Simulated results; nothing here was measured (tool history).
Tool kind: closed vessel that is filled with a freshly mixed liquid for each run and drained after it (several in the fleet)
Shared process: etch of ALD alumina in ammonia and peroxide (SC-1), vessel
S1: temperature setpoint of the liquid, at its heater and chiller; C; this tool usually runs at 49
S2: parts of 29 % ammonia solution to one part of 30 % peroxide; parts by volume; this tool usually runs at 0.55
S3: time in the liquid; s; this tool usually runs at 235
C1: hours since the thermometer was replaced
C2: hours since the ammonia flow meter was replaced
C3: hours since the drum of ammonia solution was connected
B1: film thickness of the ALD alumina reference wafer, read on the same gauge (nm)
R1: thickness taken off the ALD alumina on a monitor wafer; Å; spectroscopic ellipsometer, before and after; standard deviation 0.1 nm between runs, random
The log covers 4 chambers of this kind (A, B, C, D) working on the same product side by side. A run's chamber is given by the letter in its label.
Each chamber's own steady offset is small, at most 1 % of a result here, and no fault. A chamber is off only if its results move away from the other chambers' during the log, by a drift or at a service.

run  hour  S1    S2   S3      C1      C2     C3      B1      R1
 1C   4.4  49  0.55  235  1765.8   283.1   54.7  59.995  194.87
 2B   7.7  49  0.55  235   615.1   107.9  729.8  60.006  195.43
 3D  10.3  49  0.55  235   473.9  1135.7    741  60.014  197.63
 4A  14.1  49  0.55  235   935.6   188.3  710.7  60.001  197.28
 5A  17.8  49  0.55  235   939.3     192  714.4  59.995  197.98
 6B  20.2  49  0.55  235   627.6   120.4  742.3  60.002  196.05
 7C  22.9  49  0.55  235  1784.3   301.6   73.2  59.995  194.41
 8D  25.5  49  0.55  235   489.1  1150.9  756.2  60.011  195.54
 9D  28.8  49  0.55  235   492.4  1154.2  759.5  60.028  196.29
10C  31.3  49  0.55  235  1792.7     310   81.6  60.007  193.89
11B  34.1  49  0.55  235   641.5   134.3  756.2  60.009  199.52
12A  37.8  49  0.55  235   959.3     212  734.4  59.978  195.68
13A  42.3  49  0.55  235   963.8   216.5  738.9  60.023  196.44
14C  46.1  49  0.55  235  1807.5   324.8   96.4      60   196.5
15D  48.7  49  0.55  235   512.3  1174.1  779.4  59.981  196.95
16B  52.7  49  0.55  235   660.1   152.9  774.8  60.006  199.24
17C  55.6  49  0.55  235    1817   334.3  105.9  60.012   194.6
18B  57.8  49  0.55  235   665.2     158  779.9  59.987     201
19A  62.2  49  0.55  235   983.7   236.4  758.8      60  196.33
20D  66.5  49  0.55  235   530.1  1191.9  797.2   60.01   196.5
21A  70.4  49  0.55  235   991.9   244.6    767  59.985  195.49
22C  74.9  49  0.55  235  1836.3   353.6  125.2  59.999  196.12
23D    77  49  0.55  235   540.6  1202.4  807.7      60  197.23
24B  80.1  49   0.8  235   687.5   180.3  802.2  60.004  211.18
25D  82.7  49   0.8  235   546.3  1208.1  813.4  60.027  202.27
26B  86.7  49   0.8  235   694.1   186.9  808.8  60.004  212.75
27C    91  49   0.8  235  1852.4   369.7  141.3   60.01  201.97
28A    94  49  0.55  235  1015.5   268.2  790.6  59.984  198.13
29B  96.7  49  0.55  235   704.1   196.9  818.8  59.989  206.62

Predict what each chamber gives when all 4 of them run the settings below next.
30A   100  49  0.55  235                   ?
30B   100  49  0.55  235                   ?
30C   100  49  0.55  235                   ?
30D   100  49  0.55  235                   ?

run      R1
30A  196.44
30B  207.17
30C  196.24
30D  198.27

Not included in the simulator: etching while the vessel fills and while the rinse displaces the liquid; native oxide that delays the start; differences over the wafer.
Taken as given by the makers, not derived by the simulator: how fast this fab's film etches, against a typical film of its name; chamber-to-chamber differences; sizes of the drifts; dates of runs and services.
